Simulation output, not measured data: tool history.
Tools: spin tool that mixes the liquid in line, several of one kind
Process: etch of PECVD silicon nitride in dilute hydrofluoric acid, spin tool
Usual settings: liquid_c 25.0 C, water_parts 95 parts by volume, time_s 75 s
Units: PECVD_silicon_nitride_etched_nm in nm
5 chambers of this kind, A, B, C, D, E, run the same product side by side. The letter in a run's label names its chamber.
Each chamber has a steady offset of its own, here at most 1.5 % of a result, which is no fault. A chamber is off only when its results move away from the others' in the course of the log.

run     day  liquid_c  water_parts  time_s  read-back film thickness of the PECVD silicon nitride reference wafer, read on the same gauge (nm)  PECVD_silicon_nitride_etched_nm
 1B   0.462      25.0           95      75                                                                                              119.99                           4.6499
 2C   0.829      25.0           95      75                                                                                              120.02                           4.8378
 3D   1.262      25.0           95      75                                                                                              120.01                           4.7014
 4E   1.738      25.0           95      75                                                                                              119.97                           4.7603
 5A   2.096      25.0           95      75                                                                                              119.98                           4.6557
 6D   2.404      25.0           95      75                                                                                              120.01                           4.6633
 7A   2.638      25.0           95      75                                                                                              119.99                           4.6968
 8E   3.042      25.0           95      75                                                                                              120.02                           4.7706
 9C   3.312      25.0           95      75                                                                                              119.98                           4.8717
10B   3.538      25.0           95      75                                                                                              120.01                           4.6612
11E   3.883      25.0           95      75                                                                                              120.03                           4.8693
12A   4.308      22.0           95     115                                                                                              120.00                           5.7444
13D   4.583      22.0           95     115                                                                                              120.01                           5.9834
      4.633  -- chamber D: hydrofluoric acid flow meter replaced
14B   4.967      22.0           95     115                                                                                              120.01                           5.8793
15C   5.192      22.0           95     115                                                                                              119.98                           6.0009
16C   5.638      22.0           95     115                                                                                              120.03                           6.1502
17E   5.983      23.5           95      45                                                                                              120.03                           2.6385
18A   6.208      23.5           95      45                                                                                              120.01                           2.4213
19D   6.604      23.5           95      45                                                                                              119.97                           2.6015
20B   6.904      23.5           95      45                                                                                              119.96                           2.5464
21E   7.175      23.5           95      45                                                                                              120.04                           2.6340
22A   7.567      25.0           95      75                                                                                              120.02                           4.4960
23D   7.838      25.0           95      75                                                                                              120.02                           4.8065
24B   8.075      25.0           95      75                                                                                              120.00                           4.6844
      8.154  -- chamber E: hydrofluoric acid flow meter replaced
25C   8.429      25.0           95      75                                                                                              120.01                           4.8084
26B   8.733      25.0           95      75                                                                                              120.00                           4.6746
27A   9.138      25.0           95      75                                                                                              119.99                           4.4595
28C   9.479      25.0           95      75                                                                                              120.01                           4.8789
29E   9.879      25.0           95      75                                                                                              120.02                           4.7765
30D  10.175      25.0           95      75                                                                                              120.00                           4.7548
31E  10.604      25.0           95      75                                                                                              120.01                           4.7581
32A  10.817      25.0           50      75                                                                                              120.01                           7.9449
33B  11.083      25.0           50      75                                                                                              120.00                           8.7224
34D  11.300      25.0           50      75                                                                                              119.99                           8.9244
35C  11.650      25.0           50      75                                                                                              120.03                           9.1915
36C  11.862      25.0           50      75                                                                                              120.03                           8.9860
37B  12.333      25.0           95      75                                                                                              120.00                           4.7321
38E  12.558      21.5           95      75                                                                                              120.03                           3.8623
39D  12.962      21.5           95      75                                                                                              119.97                           3.7654
     13.004  -- chamber A: thermometer replaced
40A  13.371      21.5           95      75                                                                                              120.02                           3.3832
41B  13.842      21.5           95      75                                                                                              120.00                           3.7477
42A  14.242      21.5           95      75                                                                                              119.96                           3.3319
43C  14.475      25.0           95      75                                                                                              120.01                           4.8352

All 5 chambers run these settings next. Forecast each chamber's results:
44A  14.821      25.0           95     100                                                                                                                                    ?
44B  14.821      25.0           95     100                                                                                                                                    ?
44C  14.821      25.0           95     100                                                                                                                                    ?
44D  14.821      25.0           95     100                                                                                                                                    ?
44E  14.821      25.0           95     100                                                                                                                                    ?

run  PECVD_silicon_nitride_etched_nm
44A                           5.6192
44B                           6.2665
44C                           6.3955
44D                           6.3840
44E                           6.3274

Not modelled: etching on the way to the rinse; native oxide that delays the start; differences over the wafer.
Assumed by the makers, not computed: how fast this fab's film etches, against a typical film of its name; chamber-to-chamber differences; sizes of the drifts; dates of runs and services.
